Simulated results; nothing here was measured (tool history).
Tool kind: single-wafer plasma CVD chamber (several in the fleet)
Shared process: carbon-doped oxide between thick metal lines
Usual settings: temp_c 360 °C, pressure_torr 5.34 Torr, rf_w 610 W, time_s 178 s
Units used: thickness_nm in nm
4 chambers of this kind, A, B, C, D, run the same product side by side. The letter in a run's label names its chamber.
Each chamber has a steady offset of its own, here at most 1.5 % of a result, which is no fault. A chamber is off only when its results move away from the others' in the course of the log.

run	hour	temp_c	pressure_torr	rf_w	time_s	read-back reference wafer on the same gauge, thickness_nm	thickness_nm
1C	9.8	360	5.34	610	178	1062.3	1010.00
2A	23.2	360	5.34	610	178	1062.4	992.71
3D	33.9	360	5.34	610	178	1062.5	988.78
4B	42.2	360	5.34	610	178	1062.9	987.48
5D	55.4	360	5.34	610	178	1063.2	986.88
6A	64.9	360	5.34	610	178	1062.9	991.10
7C	78.0	348	5.34	505	178	1063.3	926.07
8B	88.3	348	5.34	505	178	1063.7	909.37
# hour 97.7: chamber D: thermocouple changed; heater temperature recalibrated
9D	100.1	348	5.34	505	178	1063.9	908.21
10A	106.0	348	5.34	505	178	1063.9	915.12
11C	115.0	360	5.34	610	178	1064.2	1009.50
12B	124.6	360	5.34	610	178	1064.0	988.36
13B	132.4	360	5.34	610	178	1064.3	989.83
14C	142.5	360	5.34	610	178	1064.7	1010.90
15D	153.2	360	5.34	610	178	1064.7	989.31
16A	164.2	360	5.34	610	178	1064.6	991.88
17D	175.2	360	5.34	715	178	1065.2	1088.10
18A	184.1	360	5.34	715	178	1065.3	1091.60
19C	195.6	360	5.34	715	178	1065.6	1112.10
20B	201.6	360	5.34	715	178	1065.9	1087.10
21A	209.7	360	6.52	610	195	1065.9	1118.60
# hour 221.4: chamber D: capacitance manometer re-zeroed and calibrated
22D	222.3	360	6.52	610	195	1066.0	1112.90
23C	231.0	360	6.52	610	195	1066.3	1137.30
24B	242.5	360	6.52	610	195	1066.6	1112.10

Decide between three cases: one chamber stands off from its peers, the gauge reading all wafers drifts, or nothing is wrong past each chamber's small offset. Where a chamber is off, say which and what most likely put it there.

None of the chambers is off. What moves is the gauge, dragging all their readings along together.
Cause: gauge reads high (%) = 0.44.
